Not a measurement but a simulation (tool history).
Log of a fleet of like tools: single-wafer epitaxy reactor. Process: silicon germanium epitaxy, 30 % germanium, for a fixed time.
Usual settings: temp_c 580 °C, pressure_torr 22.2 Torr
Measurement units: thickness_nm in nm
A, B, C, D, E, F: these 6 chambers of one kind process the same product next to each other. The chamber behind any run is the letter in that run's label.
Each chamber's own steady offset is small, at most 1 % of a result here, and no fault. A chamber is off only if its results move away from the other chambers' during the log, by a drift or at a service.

| run | hour | temp_c | pressure_torr | hours since the last pyrometer calibration | hours since the last manometer calibration | read-back reference wafer on the same gauge, thickness_nm | thickness_nm |
|---|---|---|---|---|---|---|---|
| 1B | 4.0 | 580 | 22.2 | 1229.0 | 318.3 | 38.486 | 42.232 |
| 2E | 8.3 | 580 | 22.2 | 221.5 | 744.1 | 38.522 | 41.992 |
| 3F | 11.0 | 580 | 22.2 | 1762.7 | 1883.2 | 38.459 | 42.493 |
| 4D | 13.0 | 580 | 22.2 | 138.1 | 1470.6 | 38.513 | 42.130 |
| 5C | 17.3 | 580 | 22.2 | 1225.0 | 370.4 | 38.529 | 42.029 |
| 6A | 20.3 | 580 | 22.2 | 1118.1 | 1619.4 | 38.456 | 42.020 |
| 7C | 22.4 | 580 | 22.2 | 1230.1 | 375.5 | 38.496 | 42.309 |
| 8D | 26.8 | 566 | 22.2 | 151.9 | 1484.4 | 38.550 | 32.541 |
| 9E | 30.1 | 566 | 22.2 | 243.3 | 765.9 | 38.491 | 31.779 |
| 10B | 33.0 | 566 | 22.2 | 1258.0 | 347.3 | 38.503 | 32.167 |
| 11F | 35.9 | 566 | 22.2 | 1787.6 | 1908.1 | 38.467 | 32.640 |
| 12A | 38.6 | 566 | 22.2 | 1136.4 | 1637.7 | 38.500 | 31.962 |
| 13B | 42.0 | 566 | 22.2 | 1267.0 | 356.3 | 38.559 | 32.203 |
| 14A | 44.5 | 574 | 22.2 | 1142.3 | 1643.6 | 38.496 | 37.240 |
| 15F | 48.9 | 574 | 22.2 | 1800.6 | 1921.1 | 38.441 | 38.247 |
| 16E | 51.8 | 574 | 22.2 | 265.0 | 787.6 | 38.492 | 37.315 |
| 17D | 55.0 | 574 | 22.2 | 180.1 | 1512.6 | 38.524 | 37.854 |
| 18C | 57.4 | 574 | 22.2 | 1265.1 | 410.5 | 38.489 | 37.678 |
|  | 58.8 | chamber F: pyrometer calibrated |
| 19F | 62.0 | 574 | 22.2 | 3.2 | 1934.2 | 38.529 | 35.998 |
| 20A | 64.3 | 580 | 22.2 | 1162.1 | 1663.4 | 38.465 | 42.141 |
| 21D | 68.0 | 580 | 22.2 | 193.1 | 1525.6 | 38.504 | 42.120 |
| 22E | 71.7 | 580 | 22.2 | 284.9 | 807.5 | 38.440 | 41.997 |
| 23B | 73.7 | 580 | 22.2 | 1298.7 | 388.0 | 38.510 | 41.870 |
|  | 74.0 | chamber A: capacitance manometer re-zeroed and calibrated |
| 24C | 76.6 | 580 | 22.2 | 1284.3 | 429.7 | 38.495 | 42.276 |
| 25D | 80.1 | 580 | 22.2 | 205.2 | 1537.7 | 38.535 | 42.478 |
| 26F | 84.8 | 580 | 22.2 | 26.0 | 1957.0 | 38.491 | 39.798 |
| 27C | 87.9 | 580 | 22.2 | 1295.6 | 441.0 | 38.481 | 41.966 |
| 28E | 90.3 | 580 | 22.2 | 303.5 | 826.1 | 38.460 | 41.877 |
| 29B | 93.6 | 580 | 22.2 | 1318.6 | 407.9 | 38.512 | 42.153 |
| 30A | 96.9 | 580 | 22.2 | 1194.7 | 22.9 | 38.472 | 42.027 |
| 31D | 101.5 | 580 | 22.2 | 226.6 | 1559.1 | 38.472 | 42.279 |
| 32A | 104.5 | 580 | 22.2 | 1202.3 | 30.5 | 38.471 | 42.108 |
| 33C | 107.0 | 580 | 22.2 | 1314.7 | 460.1 | 38.510 | 42.134 |
| 34F | 111.6 | 580 | 22.2 | 52.8 | 1983.8 | 38.515 | 39.814 |
| 35B | 115.3 | 580 | 22.2 | 1340.3 | 429.6 | 38.473 | 41.819 |
| 36E | 117.4 | 580 | 22.2 | 330.6 | 853.2 | 38.547 | 42.023 |
| 37B | 121.4 | 580 | 16.8 | 1346.4 | 435.7 | 38.513 | 37.684 |
| 38E | 124.6 | 580 | 16.8 | 337.8 | 860.4 | 38.410 | 37.318 |
| 39A | 127.9 | 580 | 16.8 | 1225.7 | 53.9 | 38.537 | 37.611 |
| 40F | 129.9 | 580 | 16.8 | 71.1 | 2002.1 | 38.515 | 36.109 |

Decide between three cases: one chamber stands off from its peers, the gauge reading all wafers drifts, or nothing is wrong past each chamber's small offset. Where a chamber is off, say which and what most likely put it there.

A service on chamber F put it out of line with the rest.
Likeliest cause: wafer temperature below the value expected at the setpoint (K) = 3.23.

Here are 4 candidates for chamber F's next run, each the usual settings with a change, their results left as question marks. Which one brings its results back in line with what the others give on the usual settings?
Allowed miss from the other chambers' usual-settings mean, per result, to count as in line: thickness_nm 0.800 nm
| 41F-1 | 133.2 | 580 | 25.1 |  |  |  | ? |
| 41F-2 | 133.2 | 579 | 22.1 |  |  |  | ? |
| 41F-3 | 133.2 | 581 | 22.2 |  |  |  | ? |
| 41F-4 | 133.2 | 577 | 22.2 |  |  |  | ? |

What the other chambers average on the usual settings: thickness_nm 42.110 nm
| run | thickness_nm |
|---|---|
| 41F-1 | 42.155 |
| 41F-2 | 39.276 |
| 41F-3 | 40.871 |
| 41F-4 | 37.875 |
41F-1 puts the chamber back in line with the other chambers.
